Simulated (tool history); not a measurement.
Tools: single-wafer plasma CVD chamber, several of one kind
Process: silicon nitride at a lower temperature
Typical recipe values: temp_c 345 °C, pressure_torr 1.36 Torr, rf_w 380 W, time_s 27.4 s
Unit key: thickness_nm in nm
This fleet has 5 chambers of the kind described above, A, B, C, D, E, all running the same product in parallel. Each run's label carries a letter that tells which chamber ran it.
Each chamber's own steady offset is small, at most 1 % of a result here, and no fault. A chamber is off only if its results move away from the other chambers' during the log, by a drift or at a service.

run,hour,temp_c,pressure_torr,rf_w,time_s,"read-back reference wafer on the same gauge, thickness_nm",thickness_nm
1E,4.4,345,1.36,380,27.4,41.591,35.801
2C,11.3,345,1.36,380,27.4,41.600,35.578
3B,15.3,345,1.36,380,27.4,41.606,35.942
4D,20.2,345,1.36,380,27.4,41.584,35.884
5A,23.8,345,1.36,380,27.4,41.624,35.698
6C,28.2,345,1.36,380,27.4,41.611,35.701
7B,31.4,345,1.36,380,27.4,41.615,35.882
8E,36.7,345,1.36,380,27.4,41.579,35.652
9D,43.1,345,1.36,380,27.4,41.594,36.093
10A,46.7,345,1.36,380,27.4,41.592,35.570
11C,52.3,337,1.36,380,27.4,41.623,35.809
12B,57.1,337,1.36,380,27.4,41.594,35.993
13A,62.5,337,1.36,380,27.4,41.594,35.842
14D,67.1,337,1.36,380,27.4,41.614,36.164
15E,70.7,337,1.36,380,27.4,41.603,35.926
16C,75.3,345,1.36,380,27.4,41.612,35.611
17D,80.5,345,1.36,380,27.4,41.614,36.038
18A,84.0,345,1.36,380,27.4,41.589,35.653
19B,90.3,345,1.36,380,27.4,41.574,35.897
# hour 95.7: chamber D: capacitance manometer re-zeroed and calibrated
20E,96.2,345,1.36,380,27.4,41.615,35.726
21D,101.8,345,1.36,380,27.4,41.567,35.850
22B,106.9,345,1.36,380,27.4,41.621,35.908
23E,112.3,345,1.36,380,27.4,41.616,35.681
24A,117.1,345,1.61,450,27.4,41.599,41.335
25C,123.8,345,1.61,450,27.4,41.602,41.271
26E,127.5,345,1.61,450,27.4,41.598,41.462
27C,131.6,345,1.61,450,27.4,41.590,41.430
28A,134.7,345,1.61,450,27.4,41.594,41.403
29D,137.9,345,1.36,355,27.4,41.591,34.435
# hour 141.2: chamber C: RF generator calibrated
30B,142.7,345,1.36,355,27.4,41.598,34.469
31D,149.2,345,1.36,355,27.4,41.588,34.588
32E,156.0,345,1.36,355,27.4,41.616,34.204
33B,160.0,345,1.36,355,27.4,41.595,34.416
34A,164.3,345,1.36,380,27.4,41.594,35.609
35C,168.5,334,1.48,380,27.4,41.617,36.610

Next, every chamber runs the same settings. What will each give?
36A,173.6,345,1.07,380,27.4,,?
36B,173.6,345,1.07,380,27.4,,?
36C,173.6,345,1.07,380,27.4,,?
36D,173.6,345,1.07,380,27.4,,?
36E,173.6,345,1.07,380,27.4,,?

run,thickness_nm
36A,33.165
36B,33.551
36C,33.098
36D,33.640
36E,33.260
